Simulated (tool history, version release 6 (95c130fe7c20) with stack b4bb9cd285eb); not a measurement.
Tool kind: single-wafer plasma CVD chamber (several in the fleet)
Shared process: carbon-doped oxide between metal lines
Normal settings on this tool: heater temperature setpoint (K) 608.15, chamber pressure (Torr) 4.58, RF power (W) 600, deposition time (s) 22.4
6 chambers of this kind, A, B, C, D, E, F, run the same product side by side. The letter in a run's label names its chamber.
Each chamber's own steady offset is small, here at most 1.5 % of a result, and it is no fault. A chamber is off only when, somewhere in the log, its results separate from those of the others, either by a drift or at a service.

| run | day | heater temperature setpoint (K) | chamber pressure (Torr) | RF power (W) | deposition time (s) | read-back reference wafer on the same gauge, thickness_nm | mean film thickness on the monitor wafer (nm) |
|---|---|---|---|---|---|---|---|
| 1A | 0.354 | 608.15 | 4.58 | 600 | 22.4 | 156 | 130.43 |
| 2E | 0.754 | 608.15 | 4.58 | 600 | 22.4 | 155.87 | 130.99 |
| 3C | 1.279 | 608.15 | 4.58 | 600 | 22.4 | 155.99 | 132.56 |
| 4D | 1.688 | 608.15 | 4.58 | 600 | 22.4 | 155.99 | 133.46 |
| 5F | 2.25 | 608.15 | 4.58 | 600 | 22.4 | 155.99 | 133.69 |
| 6B | 2.583 | 608.15 | 4.58 | 600 | 22.4 | 156 | 133.59 |
| 7A | 2.925 | 608.15 | 4.58 | 600 | 22.4 | 156.12 | 131.35 |
| 8F | 3.392 | 608.15 | 4.58 | 600 | 22.4 | 155.94 | 134.33 |
| 9C | 3.767 | 608.15 | 4.58 | 600 | 22.4 | 156.01 | 131.44 |
| 10D | 4.292 | 608.15 | 4.58 | 600 | 22.4 | 155.86 | 133.38 |
| 11B | 4.629 | 608.15 | 4.58 | 600 | 22.4 | 156.14 | 132.99 |
| 12E | 4.983 | 608.15 | 4.58 | 600 | 22.4 | 155.91 | 131.6 |
| 13F | 5.346 | 608.15 | 4.58 | 600 | 22.4 | 156.1 | 133.23 |
| 14E | 5.938 | 608.15 | 5.06 | 600 | 18.6 | 156.09 | 111.17 |
| 15B | 6.3 | 608.15 | 5.06 | 600 | 18.6 | 156.09 | 111.99 |
| 16A | 6.783 | 608.15 | 5.06 | 600 | 18.6 | 156.13 | 110.86 |
| 17C | 7.129 | 608.15 | 5.06 | 600 | 18.6 | 156.14 | 111.73 |
| 18D | 7.654 | 608.15 | 5.06 | 600 | 18.6 | 156.04 | 112.37 |
|  | 7.946 | chamber B: thermocouple changed; heater temperature recalibrated |
| 19E | 8 | 608.15 | 5.06 | 600 | 18.6 | 155.95 | 111.12 |
| 20D | 8.575 | 608.15 | 4.58 | 600 | 22.4 | 155.96 | 132.64 |
| 21C | 8.929 | 608.15 | 4.58 | 600 | 22.4 | 156.07 | 131.51 |
| 22F | 9.471 | 608.15 | 4.58 | 600 | 22.4 | 156.09 | 132.82 |
| 23A | 10.029 | 608.15 | 4.58 | 600 | 22.4 | 156.03 | 132.01 |
| 24B | 10.612 | 608.15 | 4.58 | 600 | 22.4 | 155.96 | 133.33 |
| 25D | 10.992 | 608.15 | 4.58 | 600 | 22.4 | 156.05 | 133.77 |
| 26E | 11.508 | 608.15 | 4.58 | 600 | 22.4 | 156 | 131.46 |
|  | 11.788 | chamber E: RF generator calibrated |
| 27F | 12.029 | 608.15 | 4.58 | 600 | 22.4 | 156.05 | 130.57 |
| 28A | 12.542 | 608.15 | 4.58 | 600 | 22.4 | 156.04 | 131.74 |
| 29C | 13.138 | 608.15 | 4.58 | 600 | 22.4 | 156.06 | 131.64 |
|  | 13.267 | chamber E: capacitance manometer re-zeroed and calibrated |
| 30B | 13.483 | 613.15 | 4.58 | 600 | 19.9 | 155.89 | 116.54 |
| 31D | 13.742 | 613.15 | 4.58 | 600 | 19.9 | 156.17 | 117.04 |
| 32E | 14.258 | 613.15 | 4.58 | 600 | 19.9 | 156 | 114.8 |
| 33A | 14.55 | 613.15 | 4.58 | 600 | 19.9 | 156.09 | 114.79 |
| 34B | 15.004 | 613.15 | 4.58 | 600 | 19.9 | 155.93 | 117.22 |
| 35F | 15.504 | 613.15 | 4.58 | 600 | 19.9 | 155.95 | 113.09 |
| 36C | 15.825 | 608.15 | 4.58 | 600 | 22.4 | 156 | 131.54 |
| 37B | 16.208 | 596.15 | 4.58 | 600 | 18.8 | 156.07 | 116.63 |
| 38C | 16.692 | 596.15 | 4.58 | 600 | 18.8 | 156.01 | 116.01 |
| 39F | 16.975 | 596.15 | 4.58 | 600 | 18.8 | 156.05 | 113.9 |

Which is it: a chamber that has drifted or been left off by a service, a gauge drift common to all chambers, or only each chamber's usual small offset? If a chamber is off, name it and its likeliest cause.

Little by little, chamber F moves away from the other chambers.
What lies behind it: delivered RF power below the setpoint (%) = 6.73.

Which of the 4 candidates below, each the usual settings with something changed and its results left as question marks, puts chamber F back in line with what the other chambers give on the usual settings?
A result is in line if it is within this distance of the other chambers' mean on the usual settings: mean film thickness on the monitor wafer (nm) 1.7
| 40F-1 | 17.4 | 608.15 | 4.53 | 600 | 21.3 |  | ? |
| 40F-2 | 17.4 | 608.15 | 4.56 | 590 | 22 |  | ? |
| 40F-3 | 17.4 | 608.15 | 4.58 | 600 | 23.6 |  | ? |
| 40F-4 | 17.4 | 600.15 | 4.58 | 600 | 22.4 |  | ? |

Other chambers, usual settings, mean: mean film thickness on the monitor wafer (nm) 132.3
| run | mean film thickness on the monitor wafer (nm) |
|---|---|
| 40F-1 | 122.05 |
| 40F-2 | 124.8 |
| 40F-3 | 135.22 |
| 40F-4 | 132.08 |
40F-4 puts the chamber back in line with the other chambers.
